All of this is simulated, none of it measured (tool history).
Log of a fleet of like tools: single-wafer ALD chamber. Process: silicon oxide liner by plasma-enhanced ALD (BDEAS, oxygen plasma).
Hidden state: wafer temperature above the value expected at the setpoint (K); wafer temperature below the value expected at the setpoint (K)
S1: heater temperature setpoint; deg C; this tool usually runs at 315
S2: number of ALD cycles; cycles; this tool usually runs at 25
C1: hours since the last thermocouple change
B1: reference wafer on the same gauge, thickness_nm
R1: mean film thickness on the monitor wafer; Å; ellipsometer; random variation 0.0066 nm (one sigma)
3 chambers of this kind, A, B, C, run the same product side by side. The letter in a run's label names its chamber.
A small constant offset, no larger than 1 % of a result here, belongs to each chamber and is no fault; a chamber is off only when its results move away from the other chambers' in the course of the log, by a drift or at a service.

run,hour,S1,S2,C1,B1,R1
1B,9.3,315,25,379.5,1.9007,22.844
2A,21.3,315,25,344.2,1.9008,22.813
3C,28.1,315,25,381.2,1.9005,22.926
4B,34.4,315,25,404.6,1.8979,22.830
5C,41.9,315,25,395.0,1.9009,22.822
6A,50.6,315,25,373.5,1.9003,22.690
7A,58.5,315,25,381.4,1.9003,22.613
8C,65.1,315,25,418.2,1.8997,23.041
9B,72.7,315,25,442.9,1.8997,23.028
10A,83.6,315,25,406.5,1.8995,22.541
11C,94.0,315,25,447.1,1.9004,22.913
12B,100.0,315,25,470.2,1.9002,22.860
13A,112.0,315,25,434.9,1.8999,22.685
14B,122.8,315,25,493.0,1.9000,22.868
15C,133.7,315,25,486.8,1.8987,22.928
16A,138.9,315,25,461.8,1.8993,22.700
17C,146.2,315,25,499.3,1.8984,22.836
18B,154.9,315,25,525.1,1.9003,22.935
19B,162.0,315,25,532.2,1.8993,22.949
20C,170.8,315,25,523.9,1.8992,22.881
21A,179.8,315,25,502.7,1.8999,22.815
22B,186.3,315,25,556.5,1.8993,22.862
23C,192.0,315,25,545.1,1.9009,22.776
24A,197.2,315,25,520.1,1.8991,22.777

One chamber off, gauge drift, or nothing amiss beyond the chambers' own small offsets? If it is a chamber, which one, and what is the likeliest cause?

Neither any chamber nor the gauge drifts; the chambers differ only by their own small, steady offsets.

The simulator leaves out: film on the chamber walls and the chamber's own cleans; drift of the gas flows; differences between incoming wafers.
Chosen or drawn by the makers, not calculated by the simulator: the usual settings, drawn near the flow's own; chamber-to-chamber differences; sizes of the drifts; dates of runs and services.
